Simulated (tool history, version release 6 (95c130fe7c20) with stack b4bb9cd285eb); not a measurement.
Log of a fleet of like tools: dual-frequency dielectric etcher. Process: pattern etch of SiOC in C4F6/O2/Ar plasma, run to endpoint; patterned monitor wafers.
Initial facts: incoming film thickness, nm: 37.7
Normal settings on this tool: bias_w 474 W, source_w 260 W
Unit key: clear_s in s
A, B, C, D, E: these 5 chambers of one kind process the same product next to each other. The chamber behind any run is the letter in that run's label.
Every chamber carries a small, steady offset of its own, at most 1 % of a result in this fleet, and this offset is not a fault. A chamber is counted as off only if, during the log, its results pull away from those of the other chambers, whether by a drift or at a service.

run    day  bias_w  source_w  hours since the last wet clean  hours since the last bias power generator calibration  hours since the last source power generator calibration  clear_s
 1D  0.188     474       260                           160.3                                                  523.5                                                   1684.9   15.149
     0.288  -- chamber D: source power generator calibrated
 2C  0.421     474       260                           548.2                                                 3032.4                                                   2731.5   15.193
 3A  0.733     474       260                           517.0                                                 2420.1                                                   2402.3   15.242
 4E  1.029     474       260                           416.5                                                 2742.0                                                   1645.0   15.156
 5B  1.292     474       260                           248.9                                                 2879.9                                                   1410.9   15.300
 6D  1.625     474       260                           194.8                                                  558.0                                                     32.1   15.160
 7A  1.858     474       310                           544.0                                                 2447.1                                                   2429.3   14.280
 8E  2.138     474       310                           443.1                                                 2768.6                                                   1671.6   14.216
 9C  2.317     474       310                           593.7                                                 3077.9                                                   2777.0   14.223
10B  2.658     474       310                           281.7                                                 2912.7                                                   1443.7   14.307
11B  2.846     474       310                           286.2                                                 2917.2                                                   1448.2   14.310
     2.929  -- chamber A: wet clean of the chamber
12D  3.192     360       260                           232.4                                                  595.6                                                     69.7   16.663
13C  3.458     360       260                           621.1                                                 3105.3                                                   2804.4   16.796
     3.667  -- chamber C: wet clean of the chamber
14A  3.712     360       260                            18.9                                                 2491.6                                                   2473.8   16.119
15E  3.938     360       260                           486.3                                                 2811.8                                                   1714.8   16.814
16E  4.175     360       260                           492.0                                                 2817.5                                                   1720.5   16.664
17A  4.479     474       260                            37.3                                                 2510.0                                                   2492.2   14.700
18D  4.729     474       260                           269.3                                                  632.5                                                    106.6   15.198
19C  5.096     553       260                            34.4                                                 3144.6                                                   2843.7   14.318
20B  5.275     553       260                           344.5                                                 2975.5                                                   1506.5   14.352
21C  5.562     553       260                            45.6                                                 3155.8                                                   2854.9   14.439
     5.683  -- chamber E: wet clean of the chamber
22B  5.850     553       260                           358.3                                                 2989.3                                                   1520.3   14.262
23A  6.212     553       260                            78.9                                                 2551.6                                                   2533.8   13.900
24D  6.583     474       260                           313.8                                                  677.0                                                    151.1   15.099
25E  6.750     474       260                            25.7                                                 2879.3                                                   1782.3   15.135
26A  7.046     474       260                            98.9                                                 2571.6                                                   2553.8   14.584
     7.175  -- chamber D: wet clean of the chamber
27E  7.225     474       260                            37.1                                                 2890.7                                                   1793.7   15.146
28D  7.579     474       260                             9.8                                                  700.9                                                    175.0   15.138
29B  7.771     474       260                           404.4                                                 3035.4                                                   1566.4   15.146
30C  8.042     474       260                           105.1                                                 3215.3                                                   2914.4   15.217
31A  8.329     474       260                           129.7                                                 2602.4                                                   2584.6   14.687
32B  8.558     474       260                           423.3                                                 3054.3                                                   1585.3   15.171
33D  8.804     474       260                            39.2                                                  730.3                                                    204.4   15.134
34E  9.004     474       220                            79.8                                                 2933.4                                                   1836.4   16.119
35C  9.304     474       220                           135.4                                                 3245.6                                                   2944.7   16.147
36A  9.604     474       220                           160.3                                                 2633.0                                                   2615.2   15.564

Read the log: is a single chamber off, either drifting away or since a service, is the gauge that measures every chamber drifting, or is nothing wrong beyond small per-chamber offsets? Name any odd chamber and what most likely caused it.

A service on chamber A put it out of line with the rest.
What lies behind it: etch rate over this chamber's usual, % = 4.43.

Chamber A could run next with any of the 4 candidate recipes listed below; each alters the usual settings, and their results appear as question marks. Which one brings its results back in line with what the other chambers deliver on the usual settings?
In-line tolerance around the mean of the other chambers on the usual settings: clear_s 0.190 s
37A-1  9.875     578       260                                                                                                                                                        ?
37A-2  9.875     430       260                                                                                                                                                        ?
37A-3  9.875     518       260                                                                                                                                                        ?
37A-4  9.875     422       240                                                                                                                                                        ?

The mean the other chambers reach with the usual settings: clear_s 15.170 s
  run  clear_s
37A-1   13.583
37A-2   15.190
37A-3   14.165
37A-4   15.761
With 37A-2, the chamber falls back in line with the rest.
